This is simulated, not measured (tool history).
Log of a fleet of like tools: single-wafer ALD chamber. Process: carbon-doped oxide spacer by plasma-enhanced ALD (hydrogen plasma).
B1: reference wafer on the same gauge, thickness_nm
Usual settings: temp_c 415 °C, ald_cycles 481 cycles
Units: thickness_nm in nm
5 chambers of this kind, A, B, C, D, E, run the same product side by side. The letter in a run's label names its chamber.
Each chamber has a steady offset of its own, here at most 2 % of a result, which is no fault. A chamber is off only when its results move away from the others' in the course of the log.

Run 1D, hour 4.2: usual settings; B1 22.903. Result: thickness_nm 22.98 nm.
Run 2A, hour 10.1: usual settings; B1 22.908. Result: thickness_nm 22.858 nm.
Run 3C, hour 18.5: usual settings; B1 22.906. Result: thickness_nm 23.076 nm.
Run 4E, hour 24.1: usual settings; B1 22.904. Result: thickness_nm 23.062 nm.
Run 5B, hour 30.6: usual settings; B1 22.913. Result: thickness_nm 22.619 nm.
Run 6C, hour 37.8: usual settings; B1 22.913. Result: thickness_nm 23.121 nm.
Run 7B, hour 45.9: usual settings; B1 22.919. Result: thickness_nm 22.609 nm.
Run 8D, hour 51.3: usual settings; B1 22.918. Result: thickness_nm 22.977 nm.
Run 9E, hour 59.2: usual settings; B1 22.922. Result: thickness_nm 22.997 nm.
Run 10A, hour 67.5: usual settings; B1 22.926. Result: thickness_nm 22.871 nm.
Run 11A, hour 74.5: usual settings; B1 22.926. Result: thickness_nm 22.879 nm.
Run 12B, hour 82.6: usual settings; B1 22.926. Result: thickness_nm 22.63 nm.
Run 13E, hour 88.6: usual settings; B1 22.937. Result: thickness_nm 22.994 nm.
Run 14D, hour 93: usual settings; B1 22.936. Result: thickness_nm 22.959 nm.
Run 15C, hour 101.5: usual settings; B1 22.93. Result: thickness_nm 23.097 nm.
Run 16D, hour 107.4: usual settings; B1 22.944. Result: thickness_nm 22.96 nm.
Run 17E, hour 114.9: usual settings; B1 22.942. Result: thickness_nm 23.021 nm.
Run 18C, hour 119.6: usual settings; B1 22.949. Result: thickness_nm 23.094 nm.
Run 19A, hour 127.1: usual settings; B1 22.947. Result: thickness_nm 22.912 nm.
Run 20B, hour 135: usual settings; B1 22.952. Result: thickness_nm 22.642 nm.
Run 21A, hour 139.1: usual settings; B1 22.953. Result: thickness_nm 22.88 nm.
Run 22C, hour 145.7: usual settings; B1 22.956. Result: thickness_nm 23.063 nm.
Run 23B, hour 153.1: usual settings; B1 22.955. Result: thickness_nm 22.633 nm.
Run 24D, hour 159.9: usual settings; B1 22.958. Result: thickness_nm 22.943 nm.
Run 25E, hour 165.5: usual settings; B1 22.967. Result: thickness_nm 23.014 nm.
Run 26D, hour 174.2: usual settings; B1 22.965. Result: thickness_nm 22.991 nm.
Run 27A, hour 178.8: usual settings; B1 22.964. Result: thickness_nm 22.914 nm.
Run 28C, hour 185.4: usual settings; B1 22.963. Result: thickness_nm 23.112 nm.
Run 29B, hour 194.2: usual settings; B1 22.974. Result: thickness_nm 22.689 nm.
Run 30E, hour 201.7: usual settings; B1 22.972. Result: thickness_nm 23.064 nm.
Run 31E, hour 206.1: usual settings; B1 22.975. Result: thickness_nm 23.058 nm.
Run 32C, hour 213.7: usual settings; B1 22.978. Result: thickness_nm 23.157 nm.
Run 33B, hour 218.1: usual settings but temp_c 410 °C, ald_cycles 525 cycles; B1 22.979. Result: thickness_nm 25.14 nm.
Run 34A, hour 224.1: usual settings but temp_c 410 °C, ald_cycles 525 cycles; B1 22.983. Result: thickness_nm 25.394 nm.
Run 35D, hour 229.6: usual settings but temp_c 410 °C, ald_cycles 525 cycles; B1 22.983. Result: thickness_nm 25.481 nm.
Run 36B, hour 235.4: usual settings but temp_c 410 °C, ald_cycles 525 cycles; B1 22.992. Result: thickness_nm 25.102 nm.
Run 37A, hour 239.7: usual settings but temp_c 410 °C, ald_cycles 525 cycles; B1 22.987. Result: thickness_nm 25.496 nm.
Run 38E, hour 247.1: usual settings but temp_c 422 °C, ald_cycles 449 cycles; B1 22.989. Result: thickness_nm 21.018 nm.
Run 39C, hour 252.3: usual settings but temp_c 422 °C, ald_cycles 449 cycles; B1 22.992. Result: thickness_nm 21.132 nm.
Run 40D, hour 260.6: usual settings but temp_c 422 °C, ald_cycles 449 cycles; B1 22.998. Result: thickness_nm 21.014 nm.
Run 41A, hour 266.7: usual settings but temp_c 422 °C, ald_cycles 449 cycles; B1 22.993. Result: thickness_nm 20.922 nm.
Run 42D, hour 275.5: usual settings but temp_c 422 °C, ald_cycles 449 cycles; B1 22.998. Result: thickness_nm 20.977 nm.
Run 43C, hour 281: usual settings; B1 23.005. Result: thickness_nm 23.167 nm.

Next, every chamber runs the same settings. What will each give?
Run 44A, hour 287.5: usual settings. Result: thickness_nm ?.
Run 44B, hour 287.5: usual settings. Result: thickness_nm ?.
Run 44C, hour 287.5: usual settings. Result: thickness_nm ?.
Run 44D, hour 287.5: usual settings. Result: thickness_nm ?.
Run 44E, hour 287.5: usual settings. Result: thickness_nm ?.

run  thickness_nm
44A        22.964
44B        22.716
44C        23.191
44D        23.053
44E        23.087
